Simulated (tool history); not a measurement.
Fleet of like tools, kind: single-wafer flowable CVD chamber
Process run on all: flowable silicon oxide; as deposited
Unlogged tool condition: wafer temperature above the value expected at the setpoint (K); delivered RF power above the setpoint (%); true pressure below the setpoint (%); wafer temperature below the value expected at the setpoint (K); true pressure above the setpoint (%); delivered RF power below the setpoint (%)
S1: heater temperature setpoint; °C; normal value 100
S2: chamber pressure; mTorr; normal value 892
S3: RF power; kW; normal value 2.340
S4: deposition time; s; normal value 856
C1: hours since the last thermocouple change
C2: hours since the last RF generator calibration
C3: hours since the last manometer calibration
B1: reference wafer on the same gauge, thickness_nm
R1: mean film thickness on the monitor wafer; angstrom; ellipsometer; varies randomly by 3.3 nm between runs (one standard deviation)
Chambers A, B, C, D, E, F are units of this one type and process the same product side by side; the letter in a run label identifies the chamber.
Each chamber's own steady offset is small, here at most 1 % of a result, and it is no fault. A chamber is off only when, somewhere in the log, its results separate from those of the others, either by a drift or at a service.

run 1E hour=7.5 | S1=100 S2=892 S3=2.340 S4=856 | C1=911.9 C2=1353.7 C3=19.2 | B1=494.55 | R1=6134.4
run 2F hour=12.4 | S1=100 S2=892 S3=2.340 S4=856 | C1=378.6 C2=999.3 C3=733.6 | B1=494.29 | R1=6116.9
run 3C hour=18.5 | S1=100 S2=892 S3=2.340 S4=856 | C1=1780.9 C2=1981.6 C3=1569.6 | B1=494.70 | R1=6188.1
run 4D hour=25.6 | S1=100 S2=892 S3=2.340 S4=856 | C1=1592.6 C2=307.1 C3=1237.2 | B1=494.34 | R1=6155.9
run 5A hour=33.9 | S1=100 S2=892 S3=2.340 S4=856 | C1=696.4 C2=659.0 C3=1378.0 | B1=493.77 | R1=6184.4
run 6B hour=42.0 | S1=100 S2=892 S3=2.340 S4=856 | C1=45.1 C2=325.8 C3=216.7 | B1=494.38 | R1=6122.6
run 7A hour=46.2 | S1=100 S2=892 S3=2.340 S4=856 | C1=708.7 C2=671.3 C3=1390.3 | B1=493.66 | R1=6154.6
run 8F hour=52.7 | S1=100 S2=892 S3=2.340 S4=856 | C1=418.9 C2=1039.6 C3=773.9 | B1=493.44 | R1=6139.1
run 9B hour=61.2 | S1=100 S2=892 S3=2.340 S4=856 | C1=64.3 C2=345.0 C3=235.9 | B1=493.60 | R1=6148.1
run 10C hour=67.9 | S1=105 S2=892 S3=2.340 S4=969 | C1=1830.3 C2=2031.0 C3=1619.0 | B1=493.46 | R1=5856.8
run 11E hour=74.0 | S1=105 S2=892 S3=2.340 S4=969 | C1=978.4 C2=1420.2 C3=85.7 | B1=494.21 | R1=5878.4
run 12D hour=81.9 | S1=105 S2=892 S3=2.340 S4=969 | C1=1648.9 C2=363.4 C3=1293.5 | B1=493.94 | R1=5921.3
run 13C hour=90.6 | S1=105 S2=892 S3=2.340 S4=969 | C1=1853.0 C2=2053.7 C3=1641.7 | B1=493.62 | R1=5866.7
run 14D hour=98.1 | S1=105 S2=892 S3=2.340 S4=969 | C1=1665.1 C2=379.6 C3=1309.7 | B1=493.49 | R1=5850.4
run 15A hour=104.6 | S1=105 S2=892 S3=2.340 S4=969 | C1=767.1 C2=729.7 C3=1448.7 | B1=494.68 | R1=5926.1
run 16E hour=112.2 | S1=100 S2=892 S3=2.340 S4=856 | C1=1016.6 C2=1458.4 C3=123.9 | B1=494.15 | R1=6125.8
run 17F hour=120.9 | S1=100 S2=892 S3=2.340 S4=856 | C1=487.1 C2=1107.8 C3=842.1 | B1=493.99 | R1=6214.6
run 18B hour=124.9 | S1=100 S2=892 S3=2.340 S4=856 | C1=128.0 C2=408.7 C3=299.6 | B1=494.03 | R1=6121.9
run 19C hour=131.8 | S1=100 S2=892 S3=2.340 S4=856 | C1=1894.2 C2=2094.9 C3=1682.9 | B1=493.95 | R1=6207.6
run 20E hour=139.7 | S1=100 S2=892 S3=2.340 S4=856 | C1=1044.1 C2=1485.9 C3=151.4 | B1=494.42 | R1=6162.0
run 21D hour=146.5 | S1=100 S2=892 S3=2.615 S4=856 | C1=1713.5 C2=428.0 C3=1358.1 | B1=493.76 | R1=6268.6
run 22B hour=154.6 | S1=100 S2=892 S3=2.615 S4=856 | C1=157.7 C2=438.4 C3=329.3 | B1=493.45 | R1=6198.0
run 23A hour=160.2 | S1=100 S2=892 S3=2.615 S4=856 | C1=822.7 C2=785.3 C3=1504.3 | B1=494.11 | R1=6267.6
run 24F hour=164.1 | S1=100 S2=892 S3=2.615 S4=856 | C1=530.3 C2=1151.0 C3=885.3 | B1=493.12 | R1=6409.7
run 25A hour=171.4 | S1=100 S2=892 S3=2.615 S4=856 | C1=833.9 C2=796.5 C3=1515.5 | B1=494.00 | R1=6293.7
run 26F hour=178.5 | S1=100 S2=892 S3=2.615 S4=856 | C1=544.7 C2=1165.4 C3=899.7 | B1=493.22 | R1=6411.1
run 27E hour=185.0 | S1=100 S2=892 S3=2.340 S4=856 | C1=1089.4 C2=1531.2 C3=196.7 | B1=494.28 | R1=6160.2
run 28D hour=189.0 | S1=100 S2=892 S3=2.340 S4=856 | C1=1756.0 C2=470.5 C3=1400.6 | B1=494.53 | R1=6209.2
run 29B hour=195.2 | S1=100 S2=892 S3=2.340 S4=856 | C1=198.3 C2=479.0 C3=369.9 | B1=493.84 | R1=6093.2
run 30C hour=203.1 | S1=94 S2=892 S3=2.340 S4=856 | C1=1965.5 C2=2166.2 C3=1754.2 | B1=494.12 | R1=7418.7
run 31E hour=207.9 | S1=94 S2=892 S3=2.340 S4=856 | C1=1112.3 C2=1554.1 C3=219.6 | B1=493.73 | R1=7526.7
run 32C hour=212.2 | S1=94 S2=892 S3=2.340 S4=856 | C1=1974.6 C2=2175.3 C3=1763.3 | B1=494.05 | R1=7463.1
run 33B hour=219.3 | S1=94 S2=892 S3=2.340 S4=856 | C1=222.4 C2=503.1 C3=394.0 | B1=494.29 | R1=7480.1
run 34F hour=223.1 | S1=94 S2=892 S3=2.340 S4=856 | C1=589.3 C2=1210.0 C3=944.3 | B1=494.29 | R1=7735.3
run 35A hour=228.6 | S1=94 S2=892 S3=2.340 S4=856 | C1=891.1 C2=853.7 C3=1572.7 | B1=494.24 | R1=7447.2
run 36D hour=235.8 | S1=100 S2=892 S3=2.340 S4=794 | C1=1802.8 C2=517.3 C3=1447.4 | B1=494.00 | R1=5693.0
run 37E hour=243.0 | S1=100 S2=892 S3=2.340 S4=794 | C1=1147.4 C2=1589.2 C3=254.7 | B1=494.72 | R1=5695.3
run 38A hour=249.3 | S1=100 S2=892 S3=2.340 S4=794 | C1=911.8 C2=874.4 C3=1593.4 | B1=493.94 | R1=5695.3
run 39D hour=256.7 | S1=100 S2=892 S3=2.340 S4=794 | C1=1823.7 C2=538.2 C3=1468.3 | B1=493.85 | R1=5776.4
run 40B hour=261.3 | S1=100 S2=892 S3=2.340 S4=794 | C1=264.4 C2=545.1 C3=436.0 | B1=494.02 | R1=5684.2
run 41C hour=269.4 | S1=100 S2=892 S3=2.340 S4=794 | C1=2031.8 C2=2232.5 C3=1820.5 | B1=493.77 | R1=5690.9
run 42F hour=274.1 | S1=100 S2=892 S3=2.340 S4=856 | C1=640.3 C2=1261.0 C3=995.3 | B1=494.24 | R1=6425.1
run 43A hour=281.5 | S1=100 S2=892 S3=2.340 S4=856 | C1=944.0 C2=906.6 C3=1625.6 | B1=493.82 | R1=6122.4

Next, all 6 chambers run the settings below, one line each with question marks for the results. What does each chamber give?
run 44A hour=287.7 | S1=100 S2=1110 S3=2.340 S4=856 | R1=?
run 44B hour=287.7 | S1=100 S2=1110 S3=2.340 S4=856 | R1=?
run 44C hour=287.7 | S1=100 S2=1110 S3=2.340 S4=856 | R1=?
run 44D hour=287.7 | S1=100 S2=1110 S3=2.340 S4=856 | R1=?
run 44E hour=287.7 | S1=100 S2=1110 S3=2.340 S4=856 | R1=?
run 44F hour=287.7 | S1=100 S2=1110 S3=2.340 S4=856 | R1=?

run=44A R1=8052.1
run=44B R1=8008.9
run=44C R1=7962.1
run=44D R1=8002.0
run=44E R1=7974.7
run=44F R1=8374.2
